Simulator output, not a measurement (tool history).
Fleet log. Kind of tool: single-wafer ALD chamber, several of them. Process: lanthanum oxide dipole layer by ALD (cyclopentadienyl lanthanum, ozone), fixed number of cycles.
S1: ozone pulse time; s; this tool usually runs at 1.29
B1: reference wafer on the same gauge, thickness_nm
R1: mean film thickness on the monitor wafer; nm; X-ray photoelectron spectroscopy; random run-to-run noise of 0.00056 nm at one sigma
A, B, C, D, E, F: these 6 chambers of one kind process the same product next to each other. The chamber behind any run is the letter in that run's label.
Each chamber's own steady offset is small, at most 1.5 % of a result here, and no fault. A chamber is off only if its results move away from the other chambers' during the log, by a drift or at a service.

run 1B hour=7.7 | S1=1.29 | B1=0.62803 | R1=0.53755
run 2C hour=14.5 | S1=1.29 | B1=0.62816 | R1=0.53117
run 3D hour=23.6 | S1=1.29 | B1=0.62812 | R1=0.53267
run 4E hour=33.3 | S1=1.29 | B1=0.62818 | R1=0.53289
run 5F hour=44.8 | S1=1.75 | B1=0.62828 | R1=0.55876
run 6A hour=54.6 | S1=1.75 | B1=0.62822 | R1=0.56767
run 7A hour=62.7 | S1=1.75 | B1=0.62848 | R1=0.56867
run 8D hour=73.6 | S1=1.75 | B1=0.62849 | R1=0.55968
run 9B hour=85.2 | S1=1.75 | B1=0.62848 | R1=0.56517
run 10E hour=93.9 | S1=1.75 | B1=0.62857 | R1=0.5584
run 11F hour=102.4 | S1=1.29 | B1=0.62865 | R1=0.53266
run 12C hour=110.3 | S1=1.29 | B1=0.62871 | R1=0.53169
run 13C hour=119.3 | S1=1.29 | B1=0.62872 | R1=0.5315
run 14D hour=126.6 | S1=1.29 | B1=0.62892 | R1=0.53327
run 15F hour=133 | S1=1.29 | B1=0.62878 | R1=0.53309
run 16A hour=144.5 | S1=1.29 | B1=0.62919 | R1=0.54175
run 17E hour=156 | S1=1.29 | B1=0.62893 | R1=0.53268
-- hour=158.3 chamber D: ozone generator serviced
run 18B hour=161.6 | S1=1.74 | B1=0.62898 | R1=0.5644
run 19B hour=169.8 | S1=1.74 | B1=0.62898 | R1=0.56339
run 20E hour=180.8 | S1=1.74 | B1=0.6292 | R1=0.55938
run 21C hour=192 | S1=1.74 | B1=0.62928 | R1=0.55733
run 22A hour=203 | S1=1.74 | B1=0.62916 | R1=0.56954
run 23F hour=211.6 | S1=1.74 | B1=0.62941 | R1=0.55854
-- hour=218.8 chamber A: thermocouple changed; heater temperature recalibrated
run 24D hour=222.4 | S1=1.78 | B1=0.62945 | R1=0.56047
run 25F hour=231 | S1=1.78 | B1=0.62936 | R1=0.55946
run 26D hour=240.6 | S1=1.78 | B1=0.62972 | R1=0.56181
run 27E hour=248.3 | S1=1.78 | B1=0.62961 | R1=0.5606
run 28A hour=257.4 | S1=1.78 | B1=0.62974 | R1=0.57055
run 29B hour=267.2 | S1=1.78 | B1=0.62977 | R1=0.5673
run 30C hour=274.3 | S1=1.29 | B1=0.62986 | R1=0.53199
run 31E hour=280.5 | S1=1.29 | B1=0.62975 | R1=0.53388
run 32F hour=286 | S1=1.29 | B1=0.62997 | R1=0.53298
run 33B hour=294 | S1=1.29 | B1=0.62977 | R1=0.53953
run 34D hour=305.6 | S1=1.29 | B1=0.63 | R1=0.53456
run 35C hour=313.8 | S1=0.97 | B1=0.6303 | R1=0.49274
run 36A hour=324 | S1=0.97 | B1=0.63024 | R1=0.5042
run 37D hour=333.2 | S1=0.97 | B1=0.63009 | R1=0.49619
run 38F hour=343.6 | S1=0.97 | B1=0.6301 | R1=0.49328
run 39A hour=352.1 | S1=0.97 | B1=0.63032 | R1=0.50376
run 40B hour=360.1 | S1=0.97 | B1=0.63018 | R1=0.49922
-- hour=361.4 chamber C: ozone generator serviced
run 41C hour=367.4 | S1=1.29 | B1=0.63034 | R1=0.53444
run 42E hour=377.4 | S1=1.29 | B1=0.63054 | R1=0.53487
run 43C hour=387.3 | S1=1.29 | B1=0.63064 | R1=0.53441
run 44B hour=395.4 | S1=1.29 | B1=0.63044 | R1=0.53879

The same settings go to every chamber for the next run, one line per chamber below. Forecast the results for each:
run 45A hour=403.8 | S1=1.29 | R1=?
run 45B hour=403.8 | S1=1.29 | R1=?
run 45C hour=403.8 | S1=1.29 | R1=?
run 45D hour=403.8 | S1=1.29 | R1=?
run 45E hour=403.8 | S1=1.29 | R1=?
run 45F hour=403.8 | S1=1.29 | R1=?

run=45A R1=0.54498
run=45B R1=0.53848
run=45C R1=0.53229
run=45D R1=0.53481
run=45E R1=0.53316
run=45F R1=0.53481
